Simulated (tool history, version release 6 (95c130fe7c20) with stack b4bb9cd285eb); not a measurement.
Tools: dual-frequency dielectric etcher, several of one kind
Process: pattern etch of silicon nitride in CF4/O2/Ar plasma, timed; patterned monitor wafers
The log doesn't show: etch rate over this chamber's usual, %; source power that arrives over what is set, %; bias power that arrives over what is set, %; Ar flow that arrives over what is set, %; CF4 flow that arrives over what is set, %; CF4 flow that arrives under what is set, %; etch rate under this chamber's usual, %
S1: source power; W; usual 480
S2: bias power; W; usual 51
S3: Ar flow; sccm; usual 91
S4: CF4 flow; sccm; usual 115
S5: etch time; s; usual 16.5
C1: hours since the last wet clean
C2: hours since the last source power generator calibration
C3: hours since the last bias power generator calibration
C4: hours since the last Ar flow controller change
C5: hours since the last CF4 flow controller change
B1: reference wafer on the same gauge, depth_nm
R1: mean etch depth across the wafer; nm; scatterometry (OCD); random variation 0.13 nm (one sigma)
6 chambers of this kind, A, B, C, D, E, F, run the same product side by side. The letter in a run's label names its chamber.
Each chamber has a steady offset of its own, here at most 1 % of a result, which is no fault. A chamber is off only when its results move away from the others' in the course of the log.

run   hour   S1  S2  S3   S4    S5     C1      C2      C3      C4      C5      B1      R1
 1B    3.5  480  51  91  115  16.5  368.7    1467  2397.2  2775.5  4063.7  32.802   31.21
 2F    9.2  480  51  91  115  16.5  141.9    53.1   841.7   211.1  1193.6   32.81   31.55
      12.5  -- chamber B: wet clean of the chamber
 3E     14  480  51  91  115  16.5  498.5  4571.8  1519.7    4438    14.3  32.763  31.325
 4D   17.8  480  51  91  115  16.5  402.7  2734.2  4817.2  3115.7  1192.1  32.808  31.512
 5C   23.5  480  51  91  115  16.5  348.5    3100  3547.2   347.3   420.3  32.812  31.304
 6A   26.4  480  51  91  115  16.5  158.8  1960.5  1763.5  4307.4  3187.1  32.836  31.733
 7F   29.2  480  51  91  115  16.5  161.9    73.1   861.7   231.1  1213.6  32.802  31.774
 8E   32.9  480  58  91  115  18.5  517.4  4590.7  1538.6  4456.9    33.2  32.788  37.182
 9A   37.7  480  58  91  115  18.5  170.1  1971.8  1774.8  4318.7  3198.4  32.815  37.323
10B   41.4  480  58  91  115  18.5     29  1504.9  2435.1  2813.4  4101.6   32.81  37.017
11C   46.2  480  58  91  115  18.5  371.2  3122.7  3569.9     370     443  32.797  36.345
12D   49.8  480  58  91  115  18.5  434.7  2766.2  4849.2  3147.7  1224.1  32.803  36.839
13D   55.1  480  58  91  115  18.5    440  2771.5  4854.5    3153  1229.4  32.825  36.903
14A   57.8  480  51  91  115  16.5  190.2  1991.9  1794.9  4338.8  3218.5  32.805  31.668
15E   62.6  560  51  91  115    20  547.1  4620.4  1568.3  4486.6    62.9  32.805  43.446
      67.1  -- chamber E: wet clean of the chamber
16F   67.4  560  51  91  115    20  200.1   111.3   899.9   269.3  1251.8  32.784  43.551
17C     70  560  51  91  115    20    395  3146.5  3593.7   393.8   466.8  32.828  42.972
18B   75.7  560  51  91  115    20   63.3  1539.2  2469.4  2847.7  4135.9   32.78  43.783
19B   78.9  560  51  91  115    20   66.5  1542.4  2472.6  2850.9  4139.1  32.796  43.385
20E   81.6  560  51  91  115    20   14.5  4639.4  1587.3  4505.6    81.9  32.791  41.916
21D   87.2  480  51  91  115  16.5  472.1  2803.6  4886.6  3185.1  1261.5  32.846  31.461
22A   89.8  480  51  91  135  16.5  222.2  2023.9  1826.9  4370.8  3250.5  32.789  32.079
23C   92.5  480  51  91  135  16.5  417.5    3169  3616.2   416.3   489.3  32.793  31.619
24F   95.4  480  51  91  135  16.5  228.1   139.3   927.9   297.3  1279.8  32.782  31.897
25C     99  480  51  91  135  16.5    424  3175.5  3622.7   422.8   495.8   32.81   31.71
26D  103.2  480  51  91  135  16.5  488.1  2819.6  4902.6  3201.1  1277.5  32.812   31.94
27B  109.1  480  51  91  135  16.5   96.7  1572.6  2502.8  2881.1  4169.3  32.784  31.944
28E  114.6  480  51  91  115  16.5   47.5  4672.4  1620.3  4538.6   114.9  32.796  30.207
29A  117.9  480  51  91  115  16.5  250.3    2052    1855  4398.9  3278.6  32.767  31.519
30F  122.3  480  51  91  115  16.5    255   166.2   954.8   324.2  1306.7  32.806  31.538
31E  127.9  480  51  91  115  16.5   60.8  4685.7  1633.6  4551.9   128.2  32.754  30.153
32A  132.1  480  61  91  115  16.5  264.5  2066.2  1869.2  4413.1  3292.8  32.774   33.55
33D  134.9  480  61  91  115  16.5  519.8  2851.3  4934.3  3232.8  1309.2  32.819  33.375
34C  137.9  480  61  91  115  16.5  462.9  3214.4  3661.6   461.7   534.7   32.82  33.481
35B  142.9  480  61  91  115  16.5  130.5  1606.4  2536.6  2914.9  4203.1  32.829  33.535
     144.1  -- chamber D: wet clean of the chamber
36F  145.6  480  61  91  115  16.5  278.3   189.5   978.1   347.5    1330  32.808  34.037
37D  150.5  480  61  91  115  16.5    6.5  2866.9  4949.9  3248.4  1324.8  32.786  33.497
38C  155.7  480  51  91  115  16.5  480.7  3232.2  3679.4   479.5   552.5  32.804  31.333

What goes on in this fleet: one chamber off, a drifting gauge, or nothing beyond the chambers' own small offsets? Name the chamber and the cause, if any.

A service left chamber E off against the others.
Cause: etch rate under this chamber's usual, % = 4.06.

Here are 4 candidates for chamber E's next run, each the usual settings with a change, their results left as question marks. Which one brings its results back in line with what the others give on the usual settings?
In line means no further than this from the other chambers' mean on the usual settings: R1 0.47 nm
39E-1   160  520  53   91  115  16.5                           ?
39E-2   160  470  50   91  115  15.5                           ?
39E-3   160  490  51   91  115    17                           ?
39E-4   160  480  51  109   92  16.5                           ?

The other chambers' mean on the usual settings: R1 31.448 nm
  run      R1
39E-1   32.78
39E-2  27.571
39E-3    31.6
39E-4  28.693
39E-3 brings the chamber back in line.
